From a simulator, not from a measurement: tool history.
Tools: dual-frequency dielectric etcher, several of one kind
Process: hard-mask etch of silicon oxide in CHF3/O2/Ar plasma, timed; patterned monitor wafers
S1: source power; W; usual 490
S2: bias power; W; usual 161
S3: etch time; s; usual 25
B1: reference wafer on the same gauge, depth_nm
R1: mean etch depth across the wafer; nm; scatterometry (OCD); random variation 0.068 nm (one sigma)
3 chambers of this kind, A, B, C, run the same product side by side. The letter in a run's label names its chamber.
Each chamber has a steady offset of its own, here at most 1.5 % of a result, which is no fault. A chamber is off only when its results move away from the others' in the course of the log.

run   hour   S1   S2    S3      B1      R1
 1B   10.4  490  161    25  47.387  44.402
      20.2  -- chamber C: wet clean of the chamber
 2C   22.3  490  161    25  47.361   44.59
 3A   37.2  490  161    25  47.348  44.186
 4B   46.5  490  161    25  47.342  44.343
 5C   53.7  490  161    25  47.322  44.616
 6A   67.6  490  161    25    47.3  44.382
 7A   77.6  490  161    25  47.299  44.133
 8C   87.7  490  161    25  47.294  44.545
 9B  100.4  490  161    25  47.264  44.273
10C  114.4  490  126    25   47.28  41.124
11B  128.8  490  126    25  47.247  41.019
12A    143  490  126    25  47.215  40.839
13A  154.2  490  161    25  47.203  44.278
14C  165.1  490  161    25   47.19  44.398
15B  179.8  490  161    25  47.171  44.266
16A  188.7  490  129  22.5  47.148  36.989
17B  198.5  490  129  22.5  47.134  37.008
18C  208.1  490  129  22.5  47.138   37.09
19B    220  490  161    25  47.102  44.188
20A  230.4  490  161    25  47.102    44.2

Is one chamber off against the others, does the gauge drift, or is nothing wrong? If a chamber is off, say which, and what the likeliest cause is.

The gauge drifts, so all chambers seem to drift together. No chamber is off.
Cause: gauge reads low (%) = 0.642.

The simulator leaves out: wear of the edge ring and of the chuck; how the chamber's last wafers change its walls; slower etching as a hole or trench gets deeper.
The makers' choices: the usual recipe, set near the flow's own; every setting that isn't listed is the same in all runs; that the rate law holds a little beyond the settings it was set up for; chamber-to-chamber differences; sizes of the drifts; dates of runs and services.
